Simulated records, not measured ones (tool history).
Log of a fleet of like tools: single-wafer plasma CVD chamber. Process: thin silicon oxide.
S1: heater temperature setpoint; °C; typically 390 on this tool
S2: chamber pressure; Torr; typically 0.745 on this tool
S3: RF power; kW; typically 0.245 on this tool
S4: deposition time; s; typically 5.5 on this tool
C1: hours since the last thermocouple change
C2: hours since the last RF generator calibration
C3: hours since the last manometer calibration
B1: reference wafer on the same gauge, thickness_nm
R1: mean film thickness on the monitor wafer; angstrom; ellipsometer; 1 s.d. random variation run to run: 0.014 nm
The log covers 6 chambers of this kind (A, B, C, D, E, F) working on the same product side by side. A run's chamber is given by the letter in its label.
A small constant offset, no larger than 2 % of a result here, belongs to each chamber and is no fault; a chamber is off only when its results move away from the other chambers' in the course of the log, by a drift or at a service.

Run 1A, day 0.612: usual settings; C1 944.3; C2 688.6; C3 969.9; B1 8.1881. Result: R1 87.638 angstrom.
Run 2D, day 1.254: usual settings; C1 576.3; C2 2038.4; C3 168.5; B1 8.1889. Result: R1 86.52 angstrom.
Run 3C, day 1.571: usual settings; C1 336.7; C2 979.7; C3 929.5; B1 8.1851. Result: R1 86.177 angstrom.
Run 4F, day 2.008: usual settings; C1 1078.7; C2 810.8; C3 1527.3; B1 8.1869. Result: R1 87.541 angstrom.
Run 5B, day 2.317: usual settings but S2 0.807 Torr, S3 0.2 kW; C1 1124.3; C2 755.4; C3 1084.2; B1 8.1893. Result: R1 84.88 angstrom.
Run 6E, day 2.933: usual settings but S2 0.807 Torr, S3 0.2 kW; C1 118; C2 1374.4; C3 1013.1; B1 8.1814. Result: R1 86.83 angstrom.
Run 7F, day 3.512: usual settings but S2 0.807 Torr, S3 0.2 kW; C1 1114.8; C2 846.9; C3 1563.4; B1 8.1833. Result: R1 85.901 angstrom.
At day 3.712: chamber A: RF generator calibrated.
Run 8E, day 4.196: usual settings but S2 0.807 Torr, S3 0.2 kW; C1 148.3; C2 1404.7; C3 1043.4; B1 8.1816. Result: R1 86.585 angstrom.
Run 9A, day 4.775: usual settings but S2 0.807 Torr, S3 0.2 kW; C1 1044.2; C2 25.6; C3 1069.8; B1 8.1822. Result: R1 85.774 angstrom.
Run 10D, day 5.096: usual settings but S2 0.807 Torr, S3 0.2 kW; C1 668.5; C2 2130.6; C3 260.7; B1 8.1788. Result: R1 84.847 angstrom.
At day 5.267: chamber A: thermocouple changed; heater temperature recalibrated.
At day 5.567: chamber B: RF generator calibrated.
Run 11C, day 5.75: usual settings; C1 437; C2 1080; C3 1029.8; B1 8.1755. Result: R1 86.157 angstrom.
Run 12B, day 6.162: usual settings; C1 1216.6; C2 14.4; C3 1176.5; B1 8.1752. Result: R1 86.629 angstrom.
Run 13D, day 6.721: usual settings; C1 707.5; C2 2169.6; C3 299.7; B1 8.1736. Result: R1 86.395 angstrom.
Run 14B, day 7.304: usual settings; C1 1244; C2 41.8; C3 1203.9; B1 8.172. Result: R1 86.546 angstrom.
Run 15C, day 7.783: usual settings; C1 485.8; C2 1128.8; C3 1078.6; B1 8.1698. Result: R1 86.171 angstrom.
At day 7.912: chamber E: RF generator calibrated.
Run 16A, day 8.154: usual settings but S3 0.29 kW; C1 69.3; C2 106.7; C3 1150.9; B1 8.1705. Result: R1 94.297 angstrom.
Run 17E, day 8.746: usual settings but S3 0.29 kW; C1 257.5; C2 20.1; C3 1152.6; B1 8.1727. Result: R1 95.017 angstrom.
Run 18F, day 9.388: usual settings but S3 0.29 kW; C1 1255.8; C2 987.9; C3 1704.4; B1 8.1668. Result: R1 94.136 angstrom.
Run 19A, day 9.704: usual settings but S3 0.29 kW; C1 106.5; C2 143.9; C3 1188.1; B1 8.1652. Result: R1 94.146 angstrom.
At day 9.746: chamber B: thermocouple changed; heater temperature recalibrated.
At day 9.8: chamber F: capacitance manometer re-zeroed and calibrated.
Run 20E, day 10.217: usual settings but S3 0.29 kW; C1 292.8; C2 55.4; C3 1187.9; B1 8.1692. Result: R1 94.93 angstrom.
Run 21C, day 10.762: usual settings but S3 0.29 kW; C1 557.3; C2 1200.3; C3 1150.1; B1 8.1648. Result: R1 92.67 angstrom.
Run 22D, day 11.412: usual settings; C1 820.1; C2 2282.2; C3 412.3; B1 8.1631. Result: R1 86.358 angstrom.
Run 23F, day 11.804: usual settings; C1 1313.8; C2 1045.9; C3 48.1; B1 8.1612. Result: R1 87.307 angstrom.
Run 24B, day 12.35: usual settings but S2 0.609 Torr, S4 4.76 s; C1 62.6; C2 162.9; C3 1325; B1 8.1602. Result: R1 60.305 angstrom.
At day 12.575: chamber D: RF generator calibrated.
Run 25D, day 12.696: usual settings but S2 0.609 Torr, S4 4.76 s; C1 850.9; C2 3; C3 443.1; B1 8.1649. Result: R1 59.974 angstrom.
Run 26A, day 13.033: usual settings but S2 0.609 Torr, S4 4.76 s; C1 186.4; C2 223.8; C3 1268; B1 8.161. Result: R1 61.607 angstrom.
Run 27B, day 13.579: usual settings but S2 0.609 Torr, S4 4.76 s; C1 92.1; C2 192.4; C3 1354.5; B1 8.1569. Result: R1 60.364 angstrom.
Run 28E, day 14.175: usual settings but S2 0.609 Torr, S4 4.76 s; C1 387.8; C2 150.4; C3 1282.9; B1 8.1568. Result: R1 61.728 angstrom.
Run 29F, day 14.838: usual settings but S2 0.609 Torr, S4 4.76 s; C1 1386.6; C2 1118.7; C3 120.9; B1 8.1551. Result: R1 61.141 angstrom.
Run 30C, day 15.4: usual settings; C1 668.6; C2 1311.6; C3 1261.4; B1 8.151. Result: R1 85.987 angstrom.
Run 31F, day 16.042: usual settings; C1 1415.5; C2 1147.6; C3 149.8; B1 8.1517. Result: R1 87.282 angstrom.
Run 32A, day 16.404: usual settings; C1 267.3; C2 304.7; C3 1348.9; B1 8.152. Result: R1 87.431 angstrom.
Run 33E, day 17.058: usual settings; C1 457; C2 219.6; C3 1352.1; B1 8.1532. Result: R1 88.055 angstrom.
Run 34B, day 17.467: usual settings; C1 185.4; C2 285.7; C3 1447.8; B1 8.1538. Result: R1 86.301 angstrom.
Run 35D, day 17.867: usual settings; C1 975; C2 127.1; C3 567.2; B1 8.1495. Result: R1 85.672 angstrom.
At day 18.392: chamber A: capacitance manometer re-zeroed and calibrated.
Run 36C, day 18.421: usual settings; C1 741.1; C2 1384.1; C3 1333.9; B1 8.148. Result: R1 85.834 angstrom.
Run 37E, day 19.042: usual settings; C1 504.6; C2 267.2; C3 1399.7; B1 8.1449. Result: R1 87.986 angstrom.
Run 38A, day 19.721: usual settings; C1 346.9; C2 384.3; C3 32; B1 8.1446. Result: R1 87.565 angstrom.
Run 39D, day 20.133: usual settings; C1 1029.4; C2 181.5; C3 621.6; B1 8.1412. Result: R1 85.817 angstrom.
Run 40C, day 20.55: usual settings; C1 792.2; C2 1435.2; C3 1385; B1 8.144. Result: R1 85.848 angstrom.
Run 41B, day 21.012: usual settings; C1 270.5; C2 370.8; C3 1532.9; B1 8.1426. Result: R1 86.297 angstrom.
Run 42F, day 21.488: usual settings; C1 1546.2; C2 1278.3; C3 280.5; B1 8.1397. Result: R1 87.19 angstrom.
Run 43B, day 21.888: usual settings; C1 291.5; C2 391.8; C3 1553.9; B1 8.1403. Result: R1 86.061 angstrom.
Run 44A, day 22.283: usual settings; C1 408.4; C2 445.8; C3 93.5; B1 8.1328. Result: R1 87.287 angstrom.

Read the log: is a single chamber off, either drifting away or since a service, is the gauge that measures every chamber drifting, or is nothing wrong beyond small per-chamber offsets? Name any odd chamber and what most likely caused it.

Every chamber seems to shift together because the gauge that measures them all drifts; the chambers themselves are fine.
Most likely cause: gauge reads low (%) = 0.649.

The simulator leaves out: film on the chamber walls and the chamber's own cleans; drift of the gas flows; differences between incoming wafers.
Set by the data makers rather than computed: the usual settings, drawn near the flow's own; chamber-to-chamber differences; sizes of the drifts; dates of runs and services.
